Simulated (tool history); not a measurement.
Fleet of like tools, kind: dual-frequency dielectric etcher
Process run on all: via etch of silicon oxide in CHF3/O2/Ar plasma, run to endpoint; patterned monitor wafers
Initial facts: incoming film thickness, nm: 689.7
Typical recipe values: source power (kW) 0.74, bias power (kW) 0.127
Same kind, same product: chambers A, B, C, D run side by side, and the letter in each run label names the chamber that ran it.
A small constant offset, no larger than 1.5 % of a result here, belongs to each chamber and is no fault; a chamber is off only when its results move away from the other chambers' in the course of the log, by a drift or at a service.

run   hour  source power (kW)  bias power (kW)  hours since the last wet clean  hours since the last source power generator calibration  hours since the last bias power generator calibration  endpoint time (s)
 1A   11.8               0.74            0.127                           421.1                                                      879                                                 1653.8             356.87
 2C   20.6               0.74            0.127                           303.1                                                   3170.8                                                 1550.6             357.73
 3B   26.9               0.74            0.127                           351.8                                                   2879.6                                                 1416.4             356.86
 4D   39.2               0.74            0.127                           148.9                                                     1822                                                  428.7             363.59
 5C   48.9               0.74            0.127                           331.4                                                   3199.1                                                 1578.9             357.01
 6B     60               0.74            0.127                           384.9                                                   2912.7                                                 1449.5             359.56
      60.2  -- chamber B: wet clean of the chamber
 7D   69.2               0.74            0.127                           178.9                                                     1852                                                  458.7             359.54
 8A   76.7               0.59            0.127                             486                                                    943.9                                                 1718.7             391.18
 9A     83               0.59            0.127                           492.3                                                    950.2                                                   1725             387.72
10D   95.6               0.59            0.127                           205.3                                                   1878.4                                                  485.1             396.21
11C  108.7               0.59            0.127                           391.2                                                   3258.9                                                 1638.7             388.37
12B  116.3               0.74            0.127                            56.1                                                     2969                                                 1505.8             361.56
     122.4  -- chamber A: wet clean of the chamber
13B  124.2               0.86            0.143                              64                                                   2976.9                                                 1513.7             322.88
14C    132               0.86            0.143                           414.5                                                   3282.2                                                   1662             320.52
15D  141.9               0.86            0.143                           251.6                                                   1924.7                                                  531.4             334.93
16A  153.9               0.86            0.143                            31.6                                                   1021.1                                                 1795.9             327.86
17C  166.6               0.74            0.127                           449.1                                                   3316.8                                                 1696.6              355.7
18A  176.9               0.74            0.127                            54.6                                                   1044.1                                                 1818.9             358.62
19B  189.5               0.74            0.127                           129.3                                                   3042.2                                                   1579             361.26
20D  199.9               0.74            0.127                           309.6                                                   1982.7                                                  589.4             367.07
21A  211.3               0.74            0.127                              89                                                   1078.5                                                 1853.3             359.46
22C  222.8               0.59            0.149                           505.3                                                     3373                                                 1752.8             367.11
23B    235               0.59            0.149                           174.8                                                   3087.7                                                 1624.5             375.58
24D  248.3               0.59            0.149                             358                                                   2031.1                                                  637.8             371.98
25A  254.9               0.59            0.149                           132.6                                                   1122.1                                                 1896.9             378.63
     259.4  -- chamber D: source power generator calibrated
26D  261.8               0.89            0.147                           371.5                                                      2.4                                                  651.3             322.99
     267.6  -- chamber C: wet clean of the chamber
27B  270.8               0.89            0.147                           210.6                                                   3123.5                                                 1660.3             320.04
28C  276.8               0.89            0.147                             9.2                                                     3427                                                 1806.8             318.14
29A  284.8               0.89            0.147                           162.5                                                     1152                                                 1926.8             318.89
30B  296.1               0.74            0.127                           235.9                                                   3148.8                                                 1685.6             367.27
31C  306.2               0.74            0.127                            38.6                                                   3456.4                                                 1836.2              353.5

Is one chamber out of step, is the gauge drifting, or do the chambers differ by no more than their own small offsets? For an off chamber, give its letter and the likeliest cause.

All chambers stay in line apart from their small fixed offsets, and the gauge does not drift.

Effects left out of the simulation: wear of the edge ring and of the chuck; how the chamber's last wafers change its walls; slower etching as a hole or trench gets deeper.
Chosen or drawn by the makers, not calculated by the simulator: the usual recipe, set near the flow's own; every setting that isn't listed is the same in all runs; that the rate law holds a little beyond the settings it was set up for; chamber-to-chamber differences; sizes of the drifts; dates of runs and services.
